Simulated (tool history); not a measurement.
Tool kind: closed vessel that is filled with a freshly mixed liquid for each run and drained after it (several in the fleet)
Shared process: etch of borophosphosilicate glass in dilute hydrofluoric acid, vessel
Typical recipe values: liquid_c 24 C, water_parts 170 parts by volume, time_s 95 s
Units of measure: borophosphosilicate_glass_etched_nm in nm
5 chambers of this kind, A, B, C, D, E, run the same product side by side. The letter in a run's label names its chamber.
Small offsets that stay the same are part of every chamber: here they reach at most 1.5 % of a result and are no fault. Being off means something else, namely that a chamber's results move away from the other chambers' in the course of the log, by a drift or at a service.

run   hour  liquid_c  water_parts  time_s  read-back film thickness of the borophosphosilicate glass reference wafer, read on the same gauge (nm)  borophosphosilicate_glass_etched_nm
 1B   10.7        24          170      95                                                                                                  149.96                               27.997
 2D   22.4        24          170      95                                                                                                  150.02                               28.363
      24.2  -- chamber A: thermometer replaced
 3A   37.2        24          170      95                                                                                                  150.01                               28.291
      44.6  -- chamber B: hydrofluoric acid flow meter replaced
 4E   50.8        24          170      95                                                                                                  149.99                               28.369
 5C   65.7        24          170      95                                                                                                  149.99                               28.472
 6C   80.8        24          170      95                                                                                                  150.01                               28.233
 7B   91.9        24          170      95                                                                                                  150.00                               28.217
 8E  106.1        24          170      95                                                                                                  150.01                               28.509
 9D  115.1        24          170      95                                                                                                  150.00                               28.219
10A  122.0        24          170      95                                                                                                  150.01                               28.655
11E  131.6        24          170      95                                                                                                  150.01                               28.398
12C  141.0        24           95      45                                                                                                  150.02                               26.429
13A  149.7        24           95      45                                                                                                  149.98                               26.699
14D  160.3        24           95      45                                                                                                  149.99                               26.551
15B  168.7        24           95      45                                                                                                  150.00                               26.538
16C  176.1        24           95      45                                                                                                  150.00                               26.057
17E  184.9        24          170      95                                                                                                  150.00                               28.419
18A  195.1        24          170      95                                                                                                  149.97                               28.226
19D  204.2        24          170     145                                                                                                  149.99                               43.625
     216.4  -- chamber C: hydrofluoric acid flow meter replaced
20B  216.9        24          170     145                                                                                                  149.99                               43.305
21A  232.1        24          170     145                                                                                                  149.99                               43.310
22C  240.4        24          170     145                                                                                                  150.01                               42.406
23E  247.5        24          170     145                                                                                                  149.98                               43.225
24D  254.6        24          170      95                                                                                                  150.01                               28.405
25B  265.0        24          170      95                                                                                                  150.01                               28.425
26E  273.8        24          170      95                                                                                                  150.00                               28.301
27D  288.8        24          170      95                                                                                                  150.01                               28.523
28B  298.5        24          170      95                                                                                                  150.03                               28.522
29A  307.8        24          170      95                                                                                                  150.00                               28.322
30C  323.1        24          170      95                                                                                                  150.02                               27.215
31D  334.0        24          170      95                                                                                                  149.99                               28.569
32A  342.9        24          170      95                                                                                                  150.00                               28.098
33E  350.6        24          170      95                                                                                                  150.00                               28.429
34C  358.0        24          170      95                                                                                                  150.02                               26.946

For the next run the whole fleet of 5 chambers uses the same settings. Give each chamber's results:
35A  369.0        24           90      95                                                                                                                                            ?
35B  369.0        24           90      95                                                                                                                                            ?
35C  369.0        24           90      95                                                                                                                                            ?
35D  369.0        24           90      95                                                                                                                                            ?
35E  369.0        24           90      95                                                                                                                                            ?

run  borophosphosilicate_glass_etched_nm
35A                               59.967
35B                               59.259
35C                               56.904
35D                               59.850
35E                               58.404

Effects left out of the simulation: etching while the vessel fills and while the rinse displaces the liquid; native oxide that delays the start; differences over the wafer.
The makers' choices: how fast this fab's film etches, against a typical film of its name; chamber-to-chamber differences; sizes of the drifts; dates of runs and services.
